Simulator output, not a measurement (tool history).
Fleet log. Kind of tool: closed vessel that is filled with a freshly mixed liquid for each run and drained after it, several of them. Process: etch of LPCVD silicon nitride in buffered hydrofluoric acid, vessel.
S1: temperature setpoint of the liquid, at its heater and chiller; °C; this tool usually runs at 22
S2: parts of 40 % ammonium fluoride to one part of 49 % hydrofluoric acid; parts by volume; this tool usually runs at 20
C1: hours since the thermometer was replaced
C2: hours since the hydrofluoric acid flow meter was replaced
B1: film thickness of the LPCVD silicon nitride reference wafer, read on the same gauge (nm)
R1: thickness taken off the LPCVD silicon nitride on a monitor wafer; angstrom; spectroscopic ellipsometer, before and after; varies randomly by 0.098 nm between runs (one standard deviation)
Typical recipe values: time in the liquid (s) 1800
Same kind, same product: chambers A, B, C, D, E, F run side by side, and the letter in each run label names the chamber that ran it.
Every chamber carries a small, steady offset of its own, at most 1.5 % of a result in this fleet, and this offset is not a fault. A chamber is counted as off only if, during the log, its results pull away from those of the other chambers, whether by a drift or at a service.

run 1C hour=10.4 | S1=22 S2=20 time_in_the_liquid_(s)=1800 | C1=2869 C2=112.4 | B1=139.99 | R1=99.96
-- hour=13.7 chamber C: thermometer replaced
run 2B hour=18.3 | S1=22 S2=20 time_in_the_liquid_(s)=1800 | C1=1745.8 C2=234.3 | B1=140 | R1=100.59
run 3E hour=33.8 | S1=22 S2=20 time_in_the_liquid_(s)=1800 | C1=727.4 C2=636.4 | B1=139.98 | R1=97.289
run 4D hour=42.2 | S1=22 S2=20 time_in_the_liquid_(s)=1800 | C1=260.9 C2=848.6 | B1=140.03 | R1=99.913
run 5F hour=50 | S1=22 S2=20 time_in_the_liquid_(s)=1800 | C1=845.6 C2=433.1 | B1=139.99 | R1=98.268
run 6A hour=64.5 | S1=22 S2=20 time_in_the_liquid_(s)=1800 | C1=66.4 C2=383.1 | B1=139.99 | R1=100.3
run 7E hour=75.3 | S1=22 S2=17 time_in_the_liquid_(s)=1800 | C1=768.9 C2=677.9 | B1=140 | R1=114.37
run 8F hour=89.4 | S1=22 S2=17 time_in_the_liquid_(s)=1800 | C1=885 C2=472.5 | B1=140.02 | R1=115.19
run 9C hour=97.1 | S1=22 S2=17 time_in_the_liquid_(s)=1800 | C1=83.4 C2=199.1 | B1=139.97 | R1=115.74
run 10A hour=103.9 | S1=22 S2=17 time_in_the_liquid_(s)=1800 | C1=105.8 C2=422.5 | B1=139.97 | R1=116.25
run 11B hour=112.6 | S1=22 S2=17 time_in_the_liquid_(s)=1800 | C1=1840.1 C2=328.6 | B1=139.98 | R1=119.73
run 12D hour=123.4 | S1=22 S2=17 time_in_the_liquid_(s)=1800 | C1=342.1 C2=929.8 | B1=139.99 | R1=118.41
run 13B hour=138.5 | S1=22 S2=20 time_in_the_liquid_(s)=1800 | C1=1866 C2=354.5 | B1=139.96 | R1=100.11
-- hour=146.2 chamber F: hydrofluoric acid flow meter replaced
run 14D hour=152.3 | S1=22 S2=20 time_in_the_liquid_(s)=1800 | C1=371 C2=958.7 | B1=140.01 | R1=100.95
run 15A hour=163.7 | S1=22 S2=20 time_in_the_liquid_(s)=1800 | C1=165.6 C2=482.3 | B1=139.99 | R1=98.645
run 16F hour=171.1 | S1=22 S2=20 time_in_the_liquid_(s)=1800 | C1=966.7 C2=24.9 | B1=139.95 | R1=96.998
run 17C hour=180.2 | S1=22 S2=14.5 time_in_the_liquid_(s)=2805 | C1=166.5 C2=282.2 | B1=140.02 | R1=211.17
run 18E hour=192.6 | S1=22 S2=14.5 time_in_the_liquid_(s)=2805 | C1=886.2 C2=795.2 | B1=140 | R1=201.15
run 19C hour=204.2 | S1=22 S2=14.5 time_in_the_liquid_(s)=2805 | C1=190.5 C2=306.2 | B1=140.01 | R1=216.49
run 20B hour=211.2 | S1=22 S2=14.5 time_in_the_liquid_(s)=2805 | C1=1938.7 C2=427.2 | B1=140 | R1=214.43
run 21E hour=224.7 | S1=22 S2=14.5 time_in_the_liquid_(s)=2805 | C1=918.3 C2=827.3 | B1=140.02 | R1=196.72
run 22A hour=234.4 | S1=22 S2=14.5 time_in_the_liquid_(s)=2805 | C1=236.3 C2=553 | B1=140.01 | R1=210.31
run 23D hour=241.7 | S1=22 S2=20 time_in_the_liquid_(s)=1800 | C1=460.4 C2=1048.1 | B1=140.01 | R1=99.445
run 24F hour=253.9 | S1=22 S2=20 time_in_the_liquid_(s)=1800 | C1=1049.5 C2=107.7 | B1=139.98 | R1=97.187
run 25D hour=263.1 | S1=22 S2=20 time_in_the_liquid_(s)=1800 | C1=481.8 C2=1069.5 | B1=140.01 | R1=100.23
-- hour=272.9 chamber B: thermometer replaced
run 26E hour=274.3 | S1=22 S2=20 time_in_the_liquid_(s)=1800 | C1=967.9 C2=876.9 | B1=140.01 | R1=88.695
run 27F hour=281.3 | S1=22 S2=20 time_in_the_liquid_(s)=1800 | C1=1076.9 C2=135.1 | B1=139.99 | R1=100.08
-- hour=287.5 chamber D: hydrofluoric acid flow meter replaced
run 28A hour=289.3 | S1=22 S2=20 time_in_the_liquid_(s)=1800 | C1=291.2 C2=607.9 | B1=140.01 | R1=98.008
run 29C hour=300.1 | S1=22 S2=20 time_in_the_liquid_(s)=1800 | C1=286.4 C2=402.1 | B1=139.99 | R1=99.711
run 30B hour=312.8 | S1=22 S2=20 time_in_the_liquid_(s)=1800 | C1=40 C2=528.8 | B1=139.96 | R1=101.17
run 31D hour=319.7 | S1=22 S2=20 time_in_the_liquid_(s)=1800 | C1=538.4 C2=32.3 | B1=140 | R1=100.26
run 32B hour=328.2 | S1=22 S2=23.5 time_in_the_liquid_(s)=1800 | C1=55.4 C2=544.2 | B1=140.02 | R1=87.683
run 33A hour=335.1 | S1=22 S2=23.5 time_in_the_liquid_(s)=1800 | C1=337 C2=653.7 | B1=140.02 | R1=88.558
run 34C hour=346 | S1=22 S2=23.5 time_in_the_liquid_(s)=1800 | C1=332.3 C2=448 | B1=140.01 | R1=89.008
run 35F hour=360.9 | S1=22 S2=23.5 time_in_the_liquid_(s)=1800 | C1=1156.5 C2=214.7 | B1=140 | R1=87.438
run 36E hour=371.6 | S1=22 S2=23.5 time_in_the_liquid_(s)=1800 | C1=1065.2 C2=974.2 | B1=140.02 | R1=78.507
run 37F hour=386 | S1=22 S2=23.5 time_in_the_liquid_(s)=1800 | C1=1181.6 C2=239.8 | B1=139.98 | R1=87.482

Has any chamber moved away from the others, gradually or after a service, or does the common gauge drift, or do the chambers differ only by their own small steady offsets? State the chamber and the most likely cause if one applies.

It is chamber E that slowly wanders off from its peers.
What lies behind it: liquid colder than its thermometer reads (K) = 2.52.

Which of the 4 candidates below, each the usual settings with something changed and its results left as question marks, puts chamber E back in line with what the other chambers give on the usual settings?
Counts as in line when no further than this from what the other chambers average on the usual settings: R1 3.4 angstrom
run 38E-1 hour=397.2 | S1=22 S2=24.5 time_in_the_liquid_(s)=1800 | R1=?
run 38E-2 hour=397.2 | S1=22.5 S2=19.5 time_in_the_liquid_(s)=1975 | R1=?
run 38E-3 hour=397.2 | S1=22 S2=21.5 time_in_the_liquid_(s)=1450 | R1=?
run 38E-4 hour=397.2 | S1=22 S2=15.5 time_in_the_liquid_(s)=1800 | R1=?

The other chambers' mean on the usual settings: R1 99.311 angstrom
run=38E-1 R1=73.922
run=38E-2 R1=98.63
run=38E-3 R1=65.247
run=38E-4 R1=110.04
38E-2 puts the chamber back in line with the other chambers.

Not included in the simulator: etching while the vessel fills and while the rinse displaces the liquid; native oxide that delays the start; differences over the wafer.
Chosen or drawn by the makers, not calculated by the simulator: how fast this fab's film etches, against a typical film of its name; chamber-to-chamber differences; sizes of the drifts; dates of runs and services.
